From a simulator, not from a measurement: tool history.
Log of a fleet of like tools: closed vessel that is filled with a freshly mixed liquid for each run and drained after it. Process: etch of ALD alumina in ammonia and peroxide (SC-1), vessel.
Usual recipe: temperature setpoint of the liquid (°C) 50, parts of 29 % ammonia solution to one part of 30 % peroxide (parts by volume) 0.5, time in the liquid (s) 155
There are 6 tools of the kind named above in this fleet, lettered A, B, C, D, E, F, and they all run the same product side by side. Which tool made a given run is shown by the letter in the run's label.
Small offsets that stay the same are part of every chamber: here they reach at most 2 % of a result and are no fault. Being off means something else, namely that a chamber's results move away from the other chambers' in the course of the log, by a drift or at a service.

| run | hour | temperature setpoint of the liquid (°C) | parts of 29 % ammonia solution to one part of 30 % peroxide (parts by volume) | time in the liquid (s) | read-back film thickness of the ALD alumina reference wafer, read on the same gauge (nm) | thickness taken off the ALD alumina on a monitor wafer (nm) |
|---|---|---|---|---|---|---|
|  | 0.3 | chamber A: new drum of ammonia solution connected |
| 1A | 7 | 50 | 0.5 | 155 | 80.022 | 7.434 |
| 2E | 14.7 | 50 | 0.5 | 155 | 79.972 | 7.2935 |
| 3B | 26.7 | 50 | 0.5 | 155 | 80.027 | 7.3141 |
| 4C | 32.5 | 50 | 0.5 | 155 | 79.992 | 7.3009 |
| 5D | 42.3 | 50 | 0.5 | 155 | 79.986 | 7.2525 |
|  | 45.9 | chamber B: new drum of ammonia solution connected |
|  | 48 | chamber E: new drum of ammonia solution connected |
| 6F | 48 | 50 | 0.5 | 205 | 79.993 | 9.6524 |
| 7F | 57.1 | 50 | 0.5 | 205 | 80.007 | 9.672 |
| 8C | 66.5 | 50 | 0.5 | 205 | 80.077 | 9.6372 |
| 9B | 77.8 | 50 | 0.5 | 205 | 80.039 | 9.6915 |
|  | 78.9 | chamber C: ammonia flow meter replaced |
| 10D | 84 | 50 | 0.5 | 205 | 80.01 | 9.5814 |
| 11E | 95.2 | 50 | 0.5 | 205 | 79.974 | 9.6207 |
| 12A | 106.4 | 50 | 0.5 | 230 | 80.021 | 11.051 |
| 13E | 118.6 | 50 | 0.5 | 230 | 79.956 | 10.82 |
| 14D | 124.7 | 50 | 0.5 | 230 | 80.04 | 10.751 |
| 15B | 132.5 | 50 | 0.5 | 230 | 79.979 | 10.862 |
| 16A | 144 | 50 | 0.5 | 230 | 79.971 | 11.033 |
| 17C | 150.4 | 50 | 0.5 | 230 | 79.993 | 10.789 |
| 18F | 158.7 | 50 | 0.5 | 155 | 80.005 | 7.3272 |
| 19D | 164.6 | 50 | 0.5 | 155 | 79.986 | 7.2036 |
| 20B | 173.6 | 50 | 0.5 | 155 | 80.015 | 7.3148 |
| 21F | 179.2 | 50 | 0.5 | 155 | 80.013 | 7.3561 |
| 22A | 191.8 | 50 | 0.5 | 155 | 79.997 | 7.4458 |
| 23C | 198.2 | 50 | 0.5 | 155 | 79.966 | 7.2754 |
| 24E | 211 | 50 | 0.5 | 155 | 80.035 | 7.2782 |
| 25E | 221.5 | 55 | 0.5 | 155 | 80.029 | 9.5698 |
| 26A | 230.2 | 55 | 0.5 | 155 | 80.05 | 9.6404 |
| 27B | 240 | 55 | 0.5 | 155 | 80.021 | 9.6802 |
| 28C | 250.2 | 55 | 0.5 | 155 | 80.009 | 9.5099 |
|  | 254.1 | chamber A: ammonia flow meter replaced |
| 29F | 262.4 | 55 | 0.5 | 155 | 80.034 | 9.568 |
| 30D | 273.7 | 55 | 0.5 | 155 | 79.997 | 9.2931 |
| 31B | 284.1 | 50 | 0.5 | 155 | 80.024 | 7.2879 |
| 32F | 290.5 | 50 | 0.5 | 155 | 80.001 | 7.3482 |
| 33E | 303.4 | 50 | 0.5 | 155 | 80.053 | 7.3159 |
| 34C | 309.4 | 50 | 0.5 | 155 | 80.021 | 7.2764 |
|  | 315.1 | chamber D: ammonia flow meter replaced |
| 35A | 321.1 | 41.5 | 0.35 | 155 | 79.986 | 4.473 |
| 36D | 327 | 41.5 | 0.35 | 155 | 80.029 | 4.256 |
| 37A | 335.5 | 41.5 | 0.35 | 155 | 79.95 | 4.4895 |
| 38C | 342.4 | 41.5 | 0.35 | 155 | 80.03 | 4.3382 |
| 39B | 351.3 | 41.5 | 0.35 | 155 | 80.01 | 4.3301 |

Does one chamber stand apart from the rest, does the shared gauge drift, or is all well apart from small per-chamber offsets? Give the chamber and the most likely cause, where there is one.

It is chamber D that slowly wanders off from its peers.
Likeliest cause: liquid colder than its thermometer reads (K) = 0.406.

Chamber D could run next with any of the 4 candidate recipes listed below; each alters the usual settings, and their results appear as question marks. Which one brings its results back in line with what the other chambers deliver on the usual settings?
To be in line, a result may differ from the other chambers' mean on the usual settings by at most: thickness taken off the ALD alumina on a monitor wafer (nm) 0.082
| 40D-1 | 360.6 | 50 | 0.35 | 155 |  | ? |
| 40D-2 | 360.6 | 50 | 0.5 | 160 |  | ? |
| 40D-3 | 360.6 | 49.5 | 0.5 | 150 |  | ? |
| 40D-4 | 360.6 | 50.5 | 0.5 | 160 |  | ? |

Mean of the other chambers on the usual settings: thickness taken off the ALD alumina on a monitor wafer (nm) 7.3317
| run | thickness taken off the ALD alumina on a monitor wafer (nm) |
|---|---|
| 40D-1 | 6.849 |
| 40D-2 | 7.3092 |
| 40D-3 | 6.6693 |
| 40D-4 | 7.5132 |
The answer is 40D-2, which returns the chamber to within the allowed miss of the others.
